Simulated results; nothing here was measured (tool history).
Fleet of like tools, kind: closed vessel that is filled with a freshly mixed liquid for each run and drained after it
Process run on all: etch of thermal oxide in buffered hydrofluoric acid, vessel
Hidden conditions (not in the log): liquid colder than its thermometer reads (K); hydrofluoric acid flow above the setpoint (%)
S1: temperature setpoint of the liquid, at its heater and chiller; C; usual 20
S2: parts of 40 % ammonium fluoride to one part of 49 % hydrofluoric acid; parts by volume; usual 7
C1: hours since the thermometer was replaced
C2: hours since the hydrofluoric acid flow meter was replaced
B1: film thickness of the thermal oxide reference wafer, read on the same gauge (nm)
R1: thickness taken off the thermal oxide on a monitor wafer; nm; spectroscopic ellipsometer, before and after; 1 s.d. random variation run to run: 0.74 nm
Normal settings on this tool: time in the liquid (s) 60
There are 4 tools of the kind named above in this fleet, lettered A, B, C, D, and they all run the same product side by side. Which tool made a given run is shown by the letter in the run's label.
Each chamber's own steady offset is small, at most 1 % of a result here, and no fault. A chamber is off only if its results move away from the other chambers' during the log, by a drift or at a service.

{"run": "1A", "hour": 6.3, "S1": 20, "S2": 7, "time in the liquid (s)": 60, "C1": 1097.9, "C2": 409.9, "B1": 70.004, "R1": 77.762}
{"run": "2D", "hour": 13.1, "S1": 20, "S2": 7, "time in the liquid (s)": 60, "C1": 2023.2, "C2": 297.2, "B1": 69.993, "R1": 78.297}
{"run": "3C", "hour": 16.4, "S1": 20, "S2": 7, "time in the liquid (s)": 60, "C1": 766.9, "C2": 72.3, "B1": 69.979, "R1": 78.179}
{"run": "4B", "hour": 21.7, "S1": 20, "S2": 7, "time in the liquid (s)": 60, "C1": 2034.3, "C2": 981.4, "B1": 70.02, "R1": 76.937}
{"run": "5D", "hour": 26.2, "S1": 20, "S2": 7, "time in the liquid (s)": 60, "C1": 2036.3, "C2": 310.3, "B1": 69.999, "R1": 79.225}
{"run": "6A", "hour": 32.0, "S1": 20, "S2": 7, "time in the liquid (s)": 60, "C1": 1123.6, "C2": 435.6, "B1": 70.007, "R1": 76.484}
{"run": "7B", "hour": 36.5, "S1": 20, "S2": 7, "time in the liquid (s)": 60, "C1": 2049.1, "C2": 996.2, "B1": 70.003, "R1": 77.328}
{"run": "8C", "hour": 43.7, "S1": 20, "S2": 7, "time in the liquid (s)": 60, "C1": 794.2, "C2": 99.6, "B1": 70, "R1": 77.882}
{"run": "9C", "hour": 47.3, "S1": 17, "S2": 9, "time in the liquid (s)": 60, "C1": 797.8, "C2": 103.2, "B1": 69.984, "R1": 49.885}
{"run": "10B", "hour": 52.0, "S1": 17, "S2": 9, "time in the liquid (s)": 60, "C1": 2064.6, "C2": 1011.7, "B1": 70.004, "R1": 49.818}
{"run": "11D", "hour": 58.7, "S1": 17, "S2": 9, "time in the liquid (s)": 60, "C1": 2068.8, "C2": 342.8, "B1": 69.991, "R1": 49.983}
{"run": "12A", "hour": 65.0, "S1": 17, "S2": 9, "time in the liquid (s)": 60, "C1": 1156.6, "C2": 468.6, "B1": 70.01, "R1": 50.5}
{"run": "13B", "hour": 71.9, "S1": 20, "S2": 7, "time in the liquid (s)": 60, "C1": 2084.5, "C2": 1031.6, "B1": 69.99, "R1": 78.554}
{"run": "14C", "hour": 76.0, "S1": 20, "S2": 7, "time in the liquid (s)": 60, "C1": 826.5, "C2": 131.9, "B1": 70.024, "R1": 78.072}
{"run": "15D", "hour": 81.2, "S1": 24.5, "S2": 7, "time in the liquid (s)": 60, "C1": 2091.3, "C2": 365.3, "B1": 69.978, "R1": 101.05}
{"run": "16A", "hour": 87.7, "S1": 24.5, "S2": 7, "time in the liquid (s)": 60, "C1": 1179.3, "C2": 491.3, "B1": 70.015, "R1": 97.89}
{"run": "17C", "hour": 93.9, "S1": 24.5, "S2": 7, "time in the liquid (s)": 60, "C1": 844.4, "C2": 149.8, "B1": 69.987, "R1": 100.07}
{"run": "18B", "hour": 100.9, "S1": 24.5, "S2": 7, "time in the liquid (s)": 60, "C1": 2113.5, "C2": 1060.6, "B1": 69.987, "R1": 100.19}
{"run": "19D", "hour": 104.6, "S1": 20, "S2": 7, "time in the liquid (s)": 60, "C1": 2114.7, "C2": 388.7, "B1": 69.972, "R1": 79.245}
{"run": "20A", "hour": 110.3, "S1": 23.5, "S2": 7, "time in the liquid (s)": 60, "C1": 1201.9, "C2": 513.9, "B1": 70.013, "R1": 92.606}
{"run": "21C", "hour": 117.2, "S1": 23.5, "S2": 7, "time in the liquid (s)": 60, "C1": 867.7, "C2": 173.1, "B1": 70.007, "R1": 92.885}
{"run": "22B", "hour": 124.5, "S1": 23.5, "S2": 7, "time in the liquid (s)": 60, "C1": 2137.1, "C2": 1084.2, "B1": 70.008, "R1": 96.49}
{"run": "23A", "hour": 130.8, "S1": 23.5, "S2": 7, "time in the liquid (s)": 60, "C1": 1222.4, "C2": 534.4, "B1": 70.033, "R1": 94.605}
{"run": "24D", "hour": 136.6, "S1": 20, "S2": 7, "time in the liquid (s)": 60, "C1": 2146.7, "C2": 420.7, "B1": 69.984, "R1": 78.308}
{"run": "25D", "hour": 142.9, "S1": 20, "S2": 7, "time in the liquid (s)": 60, "C1": 2153, "C2": 427, "B1": 69.983, "R1": 78.06}
{"run": "26B", "hour": 146.2, "S1": 20, "S2": 7, "time in the liquid (s)": 60, "C1": 2158.8, "C2": 1105.9, "B1": 69.997, "R1": 82.154}
{"run": "27A", "hour": 152.4, "S1": 20, "S2": 7, "time in the liquid (s)": 60, "C1": 1244, "C2": 556, "B1": 70.004, "R1": 77.989}
{"run": "28C", "hour": 159.3, "S1": 17, "S2": 7, "time in the liquid (s)": 60, "C1": 909.8, "C2": 215.2, "B1": 70.013, "R1": 65.564}
{"run": "29D", "hour": 165.7, "S1": 17, "S2": 7, "time in the liquid (s)": 60, "C1": 2175.8, "C2": 449.8, "B1": 69.989, "R1": 66.416}
{"run": "30A", "hour": 172.0, "S1": 17, "S2": 7, "time in the liquid (s)": 60, "C1": 1263.6, "C2": 575.6, "B1": 69.972, "R1": 65.503}
{"run": "31C", "hour": 178.2, "S1": 17, "S2": 7, "time in the liquid (s)": 60, "C1": 928.7, "C2": 234.1, "B1": 69.998, "R1": 67.284}
{"run": "32B", "hour": 183.3, "S1": 20, "S2": 7, "time in the liquid (s)": 60, "C1": 2195.9, "C2": 1143, "B1": 69.998, "R1": 81.934}
{"run": "33D", "hour": 189.2, "S1": 20, "S2": 7, "time in the liquid (s)": 60, "C1": 2199.3, "C2": 473.3, "B1": 70.011, "R1": 79.157}
{"run": "34A", "hour": 195.9, "S1": 20, "S2": 7, "time in the liquid (s)": 60, "C1": 1287.5, "C2": 599.5, "B1": 69.977, "R1": 76.757}
{"run": "35C", "hour": 201.4, "S1": 20, "S2": 7, "time in the liquid (s)": 60, "C1": 951.9, "C2": 257.3, "B1": 70.005, "R1": 78.699}
{"run": "36B", "hour": 207.9, "S1": 20, "S2": 7, "time in the liquid (s)": 60, "C1": 2220.5, "C2": 1167.6, "B1": 69.998, "R1": 83.813}
{"run": "37B", "hour": 211.2, "S1": 20, "S2": 7, "time in the liquid (s)": 60, "C1": 2223.8, "C2": 1170.9, "B1": 69.993, "R1": 84.306}
{"run": "38C", "hour": 216.6, "S1": 20, "S2": 7, "time in the liquid (s)": 60, "C1": 967.1, "C2": 272.5, "B1": 70.02, "R1": 78.646}
{"run": "39A", "hour": 222.5, "S1": 21.5, "S2": 7, "time in the liquid (s)": 60, "C1": 1314.1, "C2": 626.1, "B1": 69.983, "R1": 84.278}
{"run": "40D", "hour": 226.4, "S1": 21.5, "S2": 7, "time in the liquid (s)": 60, "C1": 2236.5, "C2": 510.5, "B1": 70, "R1": 85.574}
{"run": "41D", "hour": 232.0, "S1": 21.5, "S2": 7, "time in the liquid (s)": 60, "C1": 2242.1, "C2": 516.1, "B1": 70.013, "R1": 84.292}
{"run": "42B", "hour": 237.1, "S1": 21.5, "S2": 7, "time in the liquid (s)": 60, "C1": 2249.7, "C2": 1196.8, "B1": 70.008, "R1": 92.691}

Next, all 4 chambers run the settings below, one line each with question marks for the results. What does each chamber give?
{"run": "43A", "hour": 242.3, "S1": 20, "S2": 7, "time in the liquid (s)": 60, "R1": "?"}
{"run": "43B", "hour": 242.3, "S1": 20, "S2": 7, "time in the liquid (s)": 60, "R1": "?"}
{"run": "43C", "hour": 242.3, "S1": 20, "S2": 7, "time in the liquid (s)": 60, "R1": "?"}
{"run": "43D", "hour": 242.3, "S1": 20, "S2": 7, "time in the liquid (s)": 60, "R1": "?"}

run=43A R1=75.79
run=43B R1=85.362
run=43C R1=79.149
run=43D R1=77.637
